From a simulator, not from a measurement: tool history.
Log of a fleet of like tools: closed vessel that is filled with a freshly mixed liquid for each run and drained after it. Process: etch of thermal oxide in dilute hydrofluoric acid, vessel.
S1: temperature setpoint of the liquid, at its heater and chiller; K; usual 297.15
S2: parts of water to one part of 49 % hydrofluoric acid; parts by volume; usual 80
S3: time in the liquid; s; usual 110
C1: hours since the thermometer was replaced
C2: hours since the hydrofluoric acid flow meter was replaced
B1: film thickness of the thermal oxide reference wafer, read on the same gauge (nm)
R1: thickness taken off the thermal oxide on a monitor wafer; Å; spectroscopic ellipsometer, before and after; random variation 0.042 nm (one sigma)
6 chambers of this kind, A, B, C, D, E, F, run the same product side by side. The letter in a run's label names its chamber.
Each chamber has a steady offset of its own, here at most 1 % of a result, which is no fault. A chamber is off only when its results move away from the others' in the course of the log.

| run | hour | S1 | S2 | S3 | C1 | C2 | B1 | R1 |
|---|---|---|---|---|---|---|---|---|
|  | 1.7 | chamber E: hydrofluoric acid flow meter replaced |
| 1D | 9.3 | 297.15 | 80 | 110 | 1060.6 | 863.9 | 119.99 | 68.62 |
| 2E | 16.1 | 297.15 | 80 | 110 | 1906.6 | 14.5 | 119.99 | 66.534 |
| 3B | 24.6 | 297.15 | 80 | 110 | 631.2 | 93.4 | 119.97 | 68.786 |
| 4F | 34 | 297.15 | 80 | 110 | 1315.1 | 930.5 | 119.99 | 68.12 |
| 5A | 44.4 | 297.15 | 80 | 110 | 917.5 | 742.7 | 119.98 | 67.949 |
|  | 47.3 | chamber D: thermometer replaced |
| 6C | 54.2 | 297.15 | 80 | 110 | 405.6 | 426.1 | 119.98 | 68.648 |
| 7C | 59.5 | 297.15 | 80 | 110 | 410.9 | 431.4 | 119.97 | 67.869 |
| 8A | 66.2 | 297.15 | 80 | 110 | 939.3 | 764.5 | 120.01 | 67.086 |
|  | 68.8 | chamber D: hydrofluoric acid flow meter replaced |
| 9E | 71.9 | 297.15 | 80 | 110 | 1962.4 | 70.3 | 120 | 67.117 |
| 10B | 80.6 | 297.15 | 80 | 110 | 687.2 | 149.4 | 120.05 | 68.048 |
| 11F | 85.8 | 297.15 | 80 | 110 | 1366.9 | 982.3 | 120.02 | 67.547 |
| 12D | 94.1 | 297.15 | 80 | 110 | 46.8 | 25.4 | 119.96 | 69.13 |
| 13E | 99.9 | 297.15 | 80 | 110 | 1990.4 | 98.3 | 120.02 | 67.176 |
| 14B | 107.7 | 297.15 | 80 | 110 | 714.3 | 176.5 | 119.97 | 68.804 |
| 15D | 115.4 | 297.15 | 80 | 50 | 68.1 | 46.7 | 120.01 | 30.977 |
| 16A | 121.9 | 297.15 | 80 | 50 | 995 | 820.2 | 119.99 | 30.817 |
| 17C | 133.3 | 297.15 | 80 | 50 | 484.7 | 505.2 | 120.01 | 30.524 |
| 18F | 144.5 | 297.15 | 80 | 50 | 1425.6 | 1041 | 120.03 | 30.426 |
| 19A | 150.5 | 297.15 | 80 | 50 | 1023.6 | 848.8 | 119.99 | 30.749 |
| 20C | 157.3 | 297.15 | 80 | 50 | 508.7 | 529.2 | 119.98 | 30.288 |
| 21B | 163.8 | 297.15 | 80 | 110 | 770.4 | 232.6 | 120.04 | 68.257 |
| 22E | 172.8 | 297.15 | 80 | 110 | 2063.3 | 171.2 | 120.02 | 67.333 |
| 23D | 178.7 | 297.15 | 80 | 110 | 131.4 | 110 | 119.99 | 67.591 |
| 24F | 185.2 | 297.15 | 80 | 110 | 1466.3 | 1081.7 | 120.01 | 67.818 |
| 25A | 196.5 | 297.15 | 80 | 110 | 1069.6 | 894.8 | 120 | 67.922 |
| 26D | 208.1 | 297.15 | 80 | 110 | 160.8 | 139.4 | 119.98 | 67.567 |
| 27C | 218.1 | 297.15 | 80 | 110 | 569.5 | 590 | 120 | 64.753 |
| 28F | 229.1 | 297.15 | 80 | 110 | 1510.2 | 1125.6 | 120.01 | 67.664 |
| 29B | 239.5 | 297.15 | 80 | 110 | 846.1 | 308.3 | 120.02 | 67.772 |
| 30E | 248.9 | 297.15 | 80 | 110 | 2139.4 | 247.3 | 120.04 | 66.461 |
| 31F | 254.2 | 297.15 | 80 | 110 | 1535.3 | 1150.7 | 120.03 | 67.508 |
| 32D | 261.3 | 297.15 | 80 | 110 | 214 | 192.6 | 120.03 | 68.49 |
| 33E | 267.8 | 297.15 | 80 | 110 | 2158.3 | 266.2 | 120.02 | 67.806 |
| 34B | 275.5 | 297.15 | 80 | 110 | 882.1 | 344.3 | 120.04 | 68.844 |
| 35C | 285.5 | 297.15 | 80 | 110 | 636.9 | 657.4 | 120 | 63.947 |
| 36A | 294.5 | 297.15 | 80 | 110 | 1167.6 | 992.8 | 119.99 | 67.697 |
| 37E | 301.3 | 297.15 | 80 | 110 | 2191.8 | 299.7 | 120.03 | 67.031 |
| 38A | 309.6 | 297.15 | 80 | 110 | 1182.7 | 1007.9 | 120.01 | 67.678 |

What goes on in this fleet: one chamber off, a drifting gauge, or nothing beyond the chambers' own small offsets? Name the chamber and the cause, if any.

Chamber C drifts away from the others.
Cause: liquid colder than its thermometer reads (K) = 2.01.
The log may not tell that from: hydrofluoric acid flow below the setpoint (%).

Here are 4 candidates for chamber C's next run, each the usual settings with a change, their results left as question marks. Which one brings its results back in line with what the others give on the usual settings?
In line means no further than this from the other chambers' mean on the usual settings: R1 1.5 Å
| 39C-1 | 318 | 296.15 | 80 | 110 |  |  |  | ? |
| 39C-2 | 318 | 297.15 | 85 | 110 |  |  |  | ? |
| 39C-3 | 318 | 298.15 | 80 | 110 |  |  |  | ? |
| 39C-4 | 318 | 297.15 | 75 | 110 |  |  |  | ? |

The other chambers' mean on the usual settings: R1 67.88 Å
| run | R1 |
|---|---|
| 39C-1 | 60.52 |
| 39C-2 | 58.939 |
| 39C-3 | 65.627 |
| 39C-4 | 67.683 |
39C-4 brings the chamber back in line.
